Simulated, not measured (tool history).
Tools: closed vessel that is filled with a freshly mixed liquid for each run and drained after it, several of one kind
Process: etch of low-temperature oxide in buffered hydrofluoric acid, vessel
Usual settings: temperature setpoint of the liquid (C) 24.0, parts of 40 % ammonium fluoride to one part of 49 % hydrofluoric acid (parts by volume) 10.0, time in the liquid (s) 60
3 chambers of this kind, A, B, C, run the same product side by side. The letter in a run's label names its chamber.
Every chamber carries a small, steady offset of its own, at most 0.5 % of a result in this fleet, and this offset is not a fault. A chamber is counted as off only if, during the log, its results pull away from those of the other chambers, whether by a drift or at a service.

run,hour,temperature setpoint of the liquid (C),parts of 40 % ammonium fluoride to one part of 49 % hydrofluoric acid (parts by volume),time in the liquid (s),hours since the thermometer was replaced,hours since the hydrofluoric acid flow meter was replaced,"read-back film thickness of the low-temperature oxide reference wafer, read on the same gauge (nm)",thickness taken off the low-temperature oxide on a monitor wafer (angstrom)
1C,5.9,24.0,10.0,60,545.6,406.1,39.933,2571.1
2B,15.1,24.0,10.0,60,955.0,1699.7,39.976,2536.5
3A,24.1,24.0,10.0,60,1185.8,720.2,40.042,2501.8
4C,30.0,24.0,10.0,60,569.7,430.2,39.963,2522.2
5A,34.6,24.0,10.0,60,1196.3,730.7,39.966,2530.8
6B,40.5,24.0,10.0,60,980.4,1725.1,40.049,2559.9
7C,50.6,24.0,10.0,60,590.3,450.8,39.977,2583.4
8A,55.6,24.0,10.0,35,1217.3,751.7,39.968,1489.3
9B,63.0,24.0,10.0,35,1002.9,1747.6,39.956,1472.8
# hour 66.3: chamber B: hydrofluoric acid flow meter replaced
10C,69.0,24.0,10.0,35,608.7,469.2,40.022,1483.7
11A,76.4,24.0,10.0,60,1238.1,772.5,40.035,2612.9
12B,82.8,20.5,8.5,60,1022.7,16.6,40.005,2410.4
13C,92.3,20.5,8.5,60,632.0,492.5,39.999,2394.0
14A,98.6,20.5,8.5,60,1260.3,794.7,39.934,2466.5
15B,103.6,24.0,10.0,60,1043.5,37.4,40.033,2575.9
16A,112.8,24.0,10.0,60,1274.5,808.9,39.975,2650.6
17C,122.9,24.0,10.0,60,662.6,523.1,40.009,2566.4
18B,128.0,24.0,10.0,60,1067.9,61.8,40.002,2556.7
19C,135.7,24.0,10.0,60,675.4,535.9,40.000,2552.5
20A,141.2,24.0,13.0,90,1302.9,837.3,40.016,3073.4
21B,148.8,24.0,13.0,90,1088.7,82.6,39.977,2998.5
22B,156.2,24.0,13.0,90,1096.1,90.0,40.007,2965.8
23C,165.2,24.0,10.0,60,704.9,565.4,39.979,2504.0
24A,175.7,24.0,10.0,60,1337.4,871.8,39.968,2733.4
25A,184.1,24.0,10.0,60,1345.8,880.2,39.994,2727.0
26B,190.6,24.0,12.5,95,1130.5,124.4,40.022,3261.5
27C,197.9,24.0,12.5,95,737.6,598.1,39.961,3249.8
28C,208.0,24.0,12.5,95,747.7,608.2,40.030,3261.9
29B,213.1,21.0,8.0,60,1153.0,146.9,40.021,2620.6
30A,220.5,21.0,8.0,60,1382.2,916.6,40.000,2806.0
31A,229.8,21.0,8.0,60,1391.5,925.9,40.014,2818.5
32C,238.2,24.0,10.0,60,777.9,638.4,39.991,2543.7
33B,248.1,24.0,10.0,60,1188.0,181.9,39.993,2527.2
34A,256.3,24.0,10.0,60,1418.0,952.4,40.024,2759.5
35B,265.6,24.0,10.0,60,1205.5,199.4,40.002,2505.8

All chambers now run identical settings, listed one chamber a line with results as question marks. What results will each chamber show?
36A,273.2,24.0,7.0,60,,,,?
36B,273.2,24.0,7.0,60,,,,?
36C,273.2,24.0,7.0,60,,,,?

run,thickness taken off the low-temperature oxide on a monitor wafer (angstrom)
36A,3921.7
36B,3588.5
36C,3513.7
